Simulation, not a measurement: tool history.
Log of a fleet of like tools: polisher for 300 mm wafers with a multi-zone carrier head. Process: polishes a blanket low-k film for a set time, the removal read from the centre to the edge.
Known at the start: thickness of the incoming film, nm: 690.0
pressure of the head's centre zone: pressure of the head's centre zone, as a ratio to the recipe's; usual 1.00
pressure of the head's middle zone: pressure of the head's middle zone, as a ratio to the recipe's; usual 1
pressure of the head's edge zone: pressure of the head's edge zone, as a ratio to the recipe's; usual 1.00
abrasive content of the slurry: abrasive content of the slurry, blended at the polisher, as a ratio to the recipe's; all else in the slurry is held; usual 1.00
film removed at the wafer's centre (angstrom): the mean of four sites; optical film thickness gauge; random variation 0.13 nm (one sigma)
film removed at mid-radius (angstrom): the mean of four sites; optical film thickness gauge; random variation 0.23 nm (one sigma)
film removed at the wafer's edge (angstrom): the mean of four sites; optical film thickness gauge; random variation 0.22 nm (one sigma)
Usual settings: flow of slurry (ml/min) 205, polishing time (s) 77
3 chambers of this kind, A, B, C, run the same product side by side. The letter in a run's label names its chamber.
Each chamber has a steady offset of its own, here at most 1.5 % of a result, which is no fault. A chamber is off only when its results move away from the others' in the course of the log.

run    day  flow of slurry (ml/min)  pressure of the head's centre zone  pressure of the head's middle zone  pressure of the head's edge zone  abrasive content of the slurry  polishing time (s)  wafers polished on this pad  hours since the slurry nozzle was cleaned  hours since the centre zone pressure was calibrated  hours since the edge zone pressure was calibrated  film removed at the wafer's centre (angstrom)  film removed at mid-radius (angstrom)  film removed at the wafer's edge (angstrom)
 1B  0.175                      205                                1.00                                   1                              1.00                            1.00                  77                          651                                       18.9                                                371.2                                              755.0                                         189.40                                 190.87                                       188.88
 2C  0.404                      205                                1.00                                   1                              1.00                            1.00                  77                          665                                       22.1                                               1299.4                                              361.6                                         190.48                                 189.30                                       183.07
 3A  0.592                      205                                1.00                                   1                              1.00                            1.00                  77                          430                                      245.7                                                 72.4                                              508.1                                         188.62                                 187.25                                       191.01
     0.675  -- chamber B: worn pad replaced by a new one
 4A  0.758                      205                                1.00                                   1                              1.00                            1.00                  77                          480                                      249.7                                                 76.4                                              512.1                                         189.77                                 193.30                                       192.72
     0.871  -- chamber C: worn pad replaced by a new one
 5C  0.892                      205                                0.91                                   1                              1.00                            0.75                  77                            6                                       33.8                                               1311.1                                              373.3                                         149.98                                 166.31                                       165.79
     1.004  -- chamber A: worn pad replaced by a new one
 6B  1.004                      205                                0.91                                   1                              1.00                            0.75                  77                           98                                       38.8                                                391.1                                              774.9                                         148.13                                 165.35                                       163.41
 7A  1.212                      205                                0.91                                   1                              1.00                            0.75                  77                           62                                      260.6                                                 87.3                                              523.0                                         148.12                                 166.67                                       162.44
     1.421  -- chamber A: edge zone pressure recalibrated
 8C  1.442                      205                                1.00                                   1                              1.00                            1.00                  77                          171                                       47.0                                               1324.3                                              386.5                                         188.35                                 189.32                                       192.95
 9B  1.650                      205                                1.00                                   1                              0.89                            0.75                  77                          292                                       54.3                                                406.6                                              790.4                                         164.43                                 166.11                                       156.79
10A  1.883                      205                                1.00                                   1                              0.89                            0.75                  77                          263                                      276.7                                                103.4                                               11.2                                         165.92                                 164.07                                       158.73
11C  2.054                      205                                1.00                                   1                              0.89                            0.75                  77                          354                                       61.7                                               1339.0                                              401.2                                         166.89                                 164.92                                       155.54
12B  2.200                      250                                1.00                                   1                              1.00                            1.00                  60                          456                                       67.5                                                419.8                                              803.6                                         149.94                                 150.96                                       149.02
13A  2.371                      250                                1.00                                   1                              1.00                            1.00                  60                          409                                      288.4                                                115.1                                               22.9                                         150.28                                 150.25                                       154.08
14B  2.500                      250                                1.00                                   1                              1.00                            1.00                  60                          546                                       74.7                                                427.0                                              810.8                                         151.64                                 150.33                                       149.97
15C  2.625                      205                                1.00                                   1                              1.00                            1.00                  77                          525                                       75.4                                               1352.7                                              414.9                                         192.09                                 190.05                                       187.57
     2.679  -- chamber A: worn pad replaced by a new one
16B  2.775                      205                                1.00                                   1                              1.00                            1.00                  77                          628                                       81.3                                                433.6                                              817.4                                         183.41                                 187.70                                       188.79
     2.917  -- chamber B: worn pad replaced by a new one
17C  3.008                      205                                1.00                                   1                              1.00                            1.00                  77                          640                                       84.6                                               1361.9                                              424.1                                         191.49                                 189.47                                       187.87
18A  3.125                      205                                1.00                                   1                              1.00                            1.00                  77                          134                                      306.5                                                133.2                                               41.0                                         188.35                                 184.93                                       193.26
19B  3.354                      205                                1.00                                   1                              1.11                            1.00                  77                          132                                       95.2                                                447.5                                              831.3                                         186.24                                 195.68                                       201.72
     3.496  -- chamber C: worn pad replaced by a new one
20A  3.538                      205                                1.00                                   1                              1.11                            1.00                  77                          257                                      316.4                                                143.1                                               50.9                                         189.72                                 189.98                                       198.35
21C  3.650                      205                                1.00                                   1                              1.11                            1.00                  77                           46                                      100.0                                               1377.3                                              439.5                                         190.26                                 188.98                                       197.89
22A  3.758                      205                                1.00                                   1                              1.00                            1.00                  77                          323                                      321.7                                                148.4                                               56.2                                         190.27                                 191.85                                       189.27
23C  3.888                      205                                1.00                                   1                              1.00                            1.00                  77                          117                                      105.7                                               1383.0                                              445.2                                         190.88                                 192.10                                       191.41
24B  4.100                      205                                1.00                                   1                              1.00                            1.00                  77                          355                                      113.1                                                465.4                                              849.2                                         182.80                                 187.35                                       187.90
25C  4.271                      205                                1.00                                   1                              1.00                            1.00                  96                          232                                      114.9                                               1392.2                                              454.4                                         236.73                                 232.95                                       230.40
     4.475  -- chamber A: worn pad replaced by a new one
26A  4.521                      205                                1.00                                   1                              1.00                            1.00                  96                           14                                      340.0                                                166.7                                               74.5                                         236.60                                 238.60                                       236.46
     4.642  -- chamber C: centre zone pressure recalibrated
27B  4.738                      205                                1.00                                   1                              1.00                            1.00                  96                          546                                      128.4                                                480.7                                              864.5                                         227.96                                 237.43                                       232.06
28C  4.867                      205                                1.00                                   1                              1.00                            1.00                  77                          410                                      129.2                                                  5.5                                              468.7                                         190.40                                 192.89                                       190.89
29A  4.996                      205                                1.00                                   1                              1.00                            1.00                  77                          156                                      351.4                                                178.1                                               85.9                                         189.59                                 192.02                                       189.39
30B  5.192                      205                                1.00                                   1                              1.00                            1.00                  77                          682                                      139.3                                                491.6                                              875.4                                         178.22                                 188.86                                       185.54
31C  5.383                      205                                1.00                                   1                              1.00                            1.00                  77                          565                                      141.6                                                 17.9                                              481.1                                         188.53                                 193.20                                       189.83
32B  5.625                      205                                1.00                                   1                              1.00                            1.00                  77                          811                                      149.7                                                502.0                                              885.8                                         178.42                                 193.39                                       189.35
     5.696  -- chamber B: worn pad replaced by a new one
33A  5.850                      205                                1.00                                   1                              1.00                            1.00                  77                          412                                      371.9                                                198.6                                              106.4                                         190.93                                 192.27                                       188.88
     5.992  -- chamber A: worn pad replaced by a new one
34A  6.054                      205                                1.00                                   1                              1.00                            1.00                  77                           18                                      376.8                                                203.5                                              111.3                                         187.02                                 188.41                                       190.10
     6.117  -- chamber B: edge zone pressure recalibrated
35C  6.188                      205                                1.00                                   1                              1.00                            1.00                  77                          806                                      160.9                                                 37.2                                              500.4                                         188.91                                 188.37                                       188.48
36B  6.425                      205                                1.00                                   1                              1.00                            1.00                  77                          218                                      168.9                                                521.2                                                7.4                                         178.65                                 191.85                                       186.25

What goes on in this fleet: one chamber off, a drifting gauge, or nothing beyond the chambers' own small offsets? Name the chamber and the cause, if any.

Chamber B drifts away from the others.
Cause: centre zone's pressure below its setpoint, % = 5.81.

Here are 4 candidates for chamber B's next run, each the usual settings with a change, their results left as question marks. Which one brings its results back in line with what the others give on the usual settings?
In line means no further than this from the other chambers' mean on the usual settings: film removed at the wafer's centre (angstrom) 4.60; film removed at mid-radius (angstrom) 8.00; film removed at the wafer's edge (angstrom) 7.70
37B-1  6.608                      205                                1.05                                0.98                              0.99                            1.00                  78                                                                                                                                                                                                                              ?                                      ?                                            ?
37B-2  6.608                      205                                0.95                                1.02                              1.01                            1.00                  76                                                                                                                                                                                                                              ?                                      ?                                            ?
37B-3  6.608                      205                                1.01                                0.99                              1.00                            1.00                  77                                                                                                                                                                                                                              ?                                      ?                                            ?
37B-4  6.608                      205                                0.99                                1.01                              1.00                            1.00                  77                                                                                                                                                                                                                              ?                                      ?                                            ?

The other chambers' mean on the usual settings: film removed at the wafer's centre (angstrom) 189.31; film removed at mid-radius (angstrom) 188.83; film removed at the wafer's edge (angstrom) 189.36
  run  film removed at the wafer's centre (angstrom)  film removed at mid-radius (angstrom)  film removed at the wafer's edge (angstrom)
37B-1                                         190.51                                 189.39                                       190.94
37B-2                                         166.13                                 191.43                                       187.92
37B-3                                         180.16                                 188.72                                       189.47
37B-4                                         176.22                                 192.19                                       189.42
37B-1 brings the chamber back in line.
